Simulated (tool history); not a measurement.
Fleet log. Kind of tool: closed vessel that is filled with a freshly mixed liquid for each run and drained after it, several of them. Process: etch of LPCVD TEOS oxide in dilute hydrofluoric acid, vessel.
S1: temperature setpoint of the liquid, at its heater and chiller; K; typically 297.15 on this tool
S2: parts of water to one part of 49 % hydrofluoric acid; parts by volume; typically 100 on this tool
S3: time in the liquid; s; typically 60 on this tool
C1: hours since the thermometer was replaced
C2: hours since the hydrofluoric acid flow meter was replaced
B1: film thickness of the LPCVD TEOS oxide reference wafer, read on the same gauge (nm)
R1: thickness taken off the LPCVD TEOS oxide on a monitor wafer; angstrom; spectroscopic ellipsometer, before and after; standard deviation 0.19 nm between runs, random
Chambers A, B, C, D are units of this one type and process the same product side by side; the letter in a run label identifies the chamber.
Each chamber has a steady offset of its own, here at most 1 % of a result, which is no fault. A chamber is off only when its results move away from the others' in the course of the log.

run     day      S1   S2  S3      C1      C2      B1      R1
 1A   0.204  297.15  100  60   593.4   182.7  30.010  295.20
 2B   0.600  297.15  100  60  1450.3   154.8  29.990  292.26
 3D   0.896  297.15  100  60   413.0  1463.9  30.014  295.39
 4C   1.262  297.15  100  60   107.0   565.2  29.984  291.77
 5D   1.579  297.15  100  60   429.4  1480.3  29.982  295.63
 6B   1.908  297.15  100  60  1481.7   186.2  29.992  292.10
      2.167  -- chamber A: thermometer replaced
 7A   2.208  297.15  125  70     1.0   230.8  29.998  265.40
 8C   2.558  297.15  125  70   138.1   596.3  29.986  263.21
 9C   2.946  297.15  125  70   147.4   605.6  29.980  263.40
10D   3.271  297.15  125  70   470.0  1520.9  29.983  265.48
11A   3.671  297.15  100  40    36.1   265.9  30.012  194.18
12B   4.067  297.15  100  40  1533.5   238.0  30.012  194.17
13C   4.396  297.15  100  40   182.2   640.4  30.017  195.88
14B   4.708  297.15  100  40  1548.9   253.4  29.974  196.47
15A   5.071  297.15  100  60    69.7   299.5  29.967  286.92
16D   5.433  297.15  100  60   521.9  1572.8  30.019  296.43
17D   5.675  297.15  100  60   527.7  1578.6  30.002  294.60
18C   5.971  297.15  100  60   220.0   678.2  29.977  291.23
19B   6.183  297.15  100  60  1584.3   288.8  30.000  295.96
20A   6.517  297.15  100  60   104.4   334.2  30.007  287.22
21A   6.917  297.15  100  60   114.0   343.8  30.012  285.93
22C   7.179  297.15  100  60   249.0   707.2  29.981  293.42
      7.396  -- chamber B: thermometer replaced
23B   7.592  297.15  100  60     4.8   322.6  30.009  296.51
24D   7.954  297.15  145  60   582.4  1633.3  30.008  194.90
25D   8.212  297.15  145  60   588.6  1639.5  29.989  193.79
26B   8.462  297.15  145  60    25.7   343.5  29.981  194.23
27A   8.842  297.15  145  60   160.2   390.0  30.024  184.63
28C   9.246  297.15  100  60   298.6   756.8  29.996  293.24
29C   9.533  297.15   60  45   305.5   763.7  29.968  389.72
30B   9.796  297.15   60  45    57.7   375.5  29.995  388.47
31A  10.217  297.15   60  45   193.2   423.0  30.018  380.51
32D  10.467  297.15   60  45   642.7  1693.6  29.988  387.37
33A  10.821  297.15  100  60   207.7   437.5  29.999  284.68
34B  11.046  297.15  100  60    87.7   405.5  30.022  295.98
35D  11.467  297.15  100  60   666.7  1717.6  29.992  295.66
36C  11.779  293.15   60  60   359.4   817.6  29.995  431.83
37D  11.988  293.15   60  60   679.2  1730.1  29.988  432.82
38B  12.258  293.15   60  60   116.8   434.6  29.986  436.75
39C  12.467  293.15   60  60   375.9   834.1  30.010  440.93
40A  12.654  297.15  100  60   251.7   481.5  30.008  275.56

All 4 chambers run these settings next. Forecast each chamber's results:
41A  12.954  297.15  100  60               ?
41B  12.954  297.15  100  60               ?
41C  12.954  297.15  100  60               ?
41D  12.954  297.15  100  60               ?

run      R1
41A  279.13
41B  295.39
41C  294.67
41D  298.92

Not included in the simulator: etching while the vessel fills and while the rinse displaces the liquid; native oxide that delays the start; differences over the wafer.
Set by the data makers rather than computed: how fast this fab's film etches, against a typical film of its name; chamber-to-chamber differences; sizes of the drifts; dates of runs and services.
